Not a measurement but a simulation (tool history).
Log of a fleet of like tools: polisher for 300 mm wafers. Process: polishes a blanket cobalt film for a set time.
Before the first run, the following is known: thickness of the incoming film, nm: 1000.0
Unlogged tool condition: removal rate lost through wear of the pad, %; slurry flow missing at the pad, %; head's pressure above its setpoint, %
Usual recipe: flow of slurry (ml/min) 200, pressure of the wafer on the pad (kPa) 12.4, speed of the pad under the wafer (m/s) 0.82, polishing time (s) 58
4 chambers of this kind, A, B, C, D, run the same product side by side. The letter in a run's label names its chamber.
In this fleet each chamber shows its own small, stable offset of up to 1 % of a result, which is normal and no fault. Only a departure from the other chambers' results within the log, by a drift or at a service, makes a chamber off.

run   hour  flow of slurry (ml/min)  pressure of the wafer on the pad (kPa)  speed of the pad under the wafer (m/s)  polishing time (s)  wafers polished on this pad  hours since the slurry nozzle was cleaned  hours since the head pressure was calibrated  film removed (nm)
 1C    6.7                      200                                    12.4                                    0.82                  58                         1066                                      696.7                                          45.9             211.69
 2D   11.7                      200                                    12.4                                    0.82                  58                          512                                      126.1                                         963.9             211.53
 3A   18.5                      200                                    12.4                                    0.82                  58                          175                                      192.2                                         828.2             210.63
 4B   21.9                      200                                    12.4                                    0.82                  58                          346                                      102.4                                         151.6             211.15
 5D   26.9                      200                                    12.4                                    0.82                  58                          644                                      141.3                                         979.1             208.08
 6C   31.3                      200                                    12.4                                    0.82                  58                         1280                                      721.3                                          70.5             211.95
      32.3  -- chamber D: worn pad replaced by a new one
 7A   38.6                      200                                    12.4                                    0.82                  58                          350                                      212.3                                         848.3             212.31
      42.9  -- chamber C: worn pad replaced by a new one
 8B   43.4                      200                                    12.4                                    0.82                  58                          534                                      123.9                                         173.1             213.67
 9A   47.0                      175                                    12.4                                    0.82                  58                          423                                      220.7                                         856.7             206.69
10C   51.0                      175                                    12.4                                    0.82                  58                           70                                      741.0                                          90.2             207.19
11B   56.3                      175                                    12.4                                    0.82                  58                          646                                      136.8                                         186.0             205.17
12D   62.8                      175                                    12.4                                    0.82                  58                          266                                      177.2                                        1015.0             206.49
      68.5  -- chamber A: worn pad replaced by a new one
13D   69.3                      200                                    12.4                                    0.82                  58                          323                                      183.7                                        1021.5             211.70
14A   72.6                      200                                    12.4                                    0.82                  58                           36                                      246.3                                         882.3             211.91
15B   76.8                      200                                    12.4                                    0.82                  58                          824                                      157.3                                         206.5             212.08
16C   83.1                      200                                    12.4                                    0.82                  58                          350                                      773.1                                         122.3             213.71
      83.7  -- chamber D: slurry nozzle cleaned
17B   89.1                      200                                    12.4                                    0.82                  58                          932                                      169.6                                         218.8             212.81
      89.2  -- chamber A: head pressure recalibrated
18C   95.2                      200                                    12.4                                    0.82                  58                          455                                      785.2                                         134.4             213.27
      99.6  -- chamber D: worn pad replaced by a new one
19D  102.0                      200                                    12.4                                    0.82                  58                           21                                       18.3                                        1054.2             214.13
     105.2  -- chamber B: worn pad replaced by a new one
     105.9  -- chamber B: slurry nozzle cleaned
20A  108.1                      200                                    12.4                                    0.82                  58                          345                                      281.8                                          18.9             209.40
21A  112.2                      200                                    12.4                                    0.82                  58                          380                                      285.9                                          23.0             209.63
22D  118.7                      200                                    12.4                                    0.82                  58                          167                                       35.0                                        1070.9             211.45
     122.4  -- chamber D: head pressure recalibrated
23C  123.5                      200                                    12.4                                    0.82                  58                          701                                      813.5                                         162.7             212.62
     127.4  -- chamber A: worn pad replaced by a new one
24B  128.8                      200                                    10.3                                    0.82                  58                          205                                       22.9                                         258.5             178.67
25C  134.9                      200                                    10.3                                    0.82                  58                          801                                      824.9                                         174.1             176.17
26D  141.1                      200                                    10.3                                    0.82                  58                          362                                       57.4                                          18.8             190.75
27A  148.5                      200                                    10.3                                    0.82                  58                          184                                      322.2                                          59.3             173.16
28B  154.1                      200                                    12.4                                    0.82                  58                          426                                       48.2                                         283.8             212.77
29C  160.0                      200                                    12.4                                    0.82                  58                         1019                                      850.0                                         199.2             210.48
30B  163.4                      255                                    12.4                                    0.82                  58                          507                                       57.5                                         293.1             214.83
31A  170.3                      255                                    12.4                                    0.82                  58                          374                                      344.0                                          81.1             215.13
32D  175.5                      255                                    12.4                                    0.82                  58                          661                                       91.8                                          53.2             235.26
33B  179.3                      255                                    12.4                                    0.82                  58                          645                                       73.4                                         309.0             216.71
     180.3  -- chamber D: worn pad replaced by a new one
     184.6  -- chamber A: worn pad replaced by a new one
34C  184.6                      200                                    12.4                                    0.82                  58                         1234                                      874.6                                         223.8             209.15
35D  190.4                      200                                    12.4                                    0.82                  58                           88                                      106.7                                          68.1             235.07
36A  196.0                      200                                    12.4                                    1.06                  58                           99                                      369.7                                         106.8             269.43
37B  199.7                      200                                    12.4                                    1.06                  58                          823                                       93.8                                         329.4             276.52
     200.3  -- chamber A: slurry nozzle cleaned
     200.7  -- chamber C: worn pad replaced by a new one
38C  206.6                      200                                    12.4                                    1.06                  58                           51                                      896.6                                         245.8             276.51
39A  212.4                      200                                    12.4                                    1.06                  58                          242                                       12.1                                         123.2             271.47

Which is it: a chamber that has drifted or been left off by a service, a gauge drift common to all chambers, or only each chamber's usual small offset? If a chamber is off, name it and its likeliest cause.

Chamber D came out of a service off from its peers and stayed that way.
Likeliest cause: head's pressure above its setpoint, % = 8.81.

Chamber D could run next with any of the 4 candidate recipes listed below; each alters the usual settings, and their results appear as question marks. Which one brings its results back in line with what the other chambers deliver on the usual settings?
Maximum distance from the other chambers' mean on the usual settings for a result to count as in line: film removed (nm) 6.60
40D-1  217.8                      200                                    12.4                                    0.82                  53                                                                                                                                        ?
40D-2  217.8                      200                                    11.7                                    0.78                  56                                                                                                                                        ?
40D-3  217.8                      200                                    12.4                                    0.82                  63                                                                                                                                        ?
40D-4  217.8                      200                                    13.1                                    0.86                  61                                                                                                                                        ?

The other chambers' mean on the usual settings: film removed (nm) 211.45
  run  film removed (nm)
40D-1             209.72
40D-2             199.27
40D-3             249.29
40D-4             266.99
The answer is 40D-1, which returns the chamber to within the allowed miss of the others.
